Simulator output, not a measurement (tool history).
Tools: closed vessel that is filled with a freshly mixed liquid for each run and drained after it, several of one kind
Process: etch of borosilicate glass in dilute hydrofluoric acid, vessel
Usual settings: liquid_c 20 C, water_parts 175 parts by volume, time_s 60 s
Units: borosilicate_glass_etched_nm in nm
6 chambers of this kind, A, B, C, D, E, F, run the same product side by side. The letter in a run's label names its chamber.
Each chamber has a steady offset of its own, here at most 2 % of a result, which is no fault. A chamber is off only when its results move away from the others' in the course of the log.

run	hour	liquid_c	water_parts	time_s	hours since the thermometer was replaced	hours since the hydrofluoric acid flow meter was replaced	read-back film thickness of the borosilicate glass reference wafer, read on the same gauge (nm)	borosilicate_glass_etched_nm
1E	3.1	20	175	60	26.6	1222.7	110	6.4609
2C	6.7	20	175	60	317.6	126.2	110	6.3557
3B	9.8	20	175	60	422.6	1096.2	109.97	6.4715
4A	15.1	20	175	60	1972.7	1015.8	110.01	6.3026
5D	19.8	17	175	80	910	191.4	109.99	7.4792
6F	23.6	17	175	80	2143.5	663.8	109.99	7.6621
7F	26.2	17	175	80	2146.1	666.4	109.99	7.5396
8A	30.6	17	175	80	1988.2	1031.3	110.03	7.3254
9B	34.2	17	175	80	447	1120.6	110.01	7.4838
10E	37.5	17	175	80	61	1257.1	109.99	7.5468
11C	40.9	20	175	60	351.8	160.4	110.01	6.3031
12D	46.7	18	175	40	936.9	218.3	110	3.9654
13D	52.3	18	175	40	942.5	223.9	110	3.9254
14B	57.5	18	175	40	470.3	1143.9	110	3.8693
15C	60.3	18	175	40	371.2	179.8	109.99	3.8726
16F	63.8	18	175	40	2183.7	704	110	3.9376
17E	68.6	18	175	40	92.1	1288.2	110.01	3.9711
18A	74	20	175	60	2031.6	1074.7	110	6.2845
19B	77.5	20	175	60	490.3	1163.9	110.01	6.3402
20E	82.7	20	175	60	106.2	1302.3	110	6.4025
21D	87.3	20	175	60	977.5	258.9	109.99	6.3603
22A	90.1	20	175	60	2047.7	1090.8	109.98	6.2529
23F	94.7	20	175	60	2214.6	734.9	109.99	6.4731
24C	100.5	20	175	60	411.4	220	110	6.2881
25A	105.8	20	175	60	2063.4	1106.5	109.99	6.3029
26E	110.7	20	175	60	134.2	1330.3	110	6.3553
27C	115.8	20	175	60	426.7	235.3	110.01	6.3675
28F	119.4	20	175	75	2239.3	759.6	109.99	7.9652
29D	124.4	20	175	75	1014.6	296	110.03	7.9731
30B	128.1	20	175	75	540.9	1214.5	110.04	8.2034
31E	131.6	20	175	75	155.1	1351.2	110.02	8.0591
# hour 133.6: chamber F: thermometer replaced
32C	137.6	20	175	75	448.5	257.1	110	7.9896
33F	142.4	20	175	75	8.9	782.6	110.01	7.9937
34D	145.3	20	175	60	1035.5	316.9	110	6.2798
35B	149.3	20	175	60	562.1	1235.7	109.99	6.6496
36A	152.4	20	215	60	2110	1153.1	110	4.8815
37A	155.1	20	215	60	2112.7	1155.8	110.01	4.8697
38F	158.6	20	215	60	25.1	798.8	109.99	5.0161

What goes on in this fleet: one chamber off, a drifting gauge, or nothing beyond the chambers' own small offsets? Name the chamber and the cause, if any.

Chamber B drifts away from the others.
Cause: hydrofluoric acid flow above the setpoint (%) = 5.77.
The log may not tell that from: liquid hotter than its thermometer reads (K).

Here are 4 candidates for chamber B's next run, each the usual settings with a change, their results left as question marks. Which one brings its results back in line with what the others give on the usual settings?
In line means no further than this from the other chambers' mean on the usual settings: borosilicate_glass_etched_nm 0.18 nm
39B-1	162.9	23	175	60				?
39B-2	162.9	21.5	175	60				?
39B-3	162.9	19.5	190	60				?
39B-4	162.9	18.5	175	60				?

The other chambers' mean on the usual settings: borosilicate_glass_etched_nm 6.3546 nm
run	borosilicate_glass_etched_nm
39B-1	7.59
39B-2	7.1584
39B-3	6.0057
39B-4	6.355
39B-4 brings the chamber back in line.

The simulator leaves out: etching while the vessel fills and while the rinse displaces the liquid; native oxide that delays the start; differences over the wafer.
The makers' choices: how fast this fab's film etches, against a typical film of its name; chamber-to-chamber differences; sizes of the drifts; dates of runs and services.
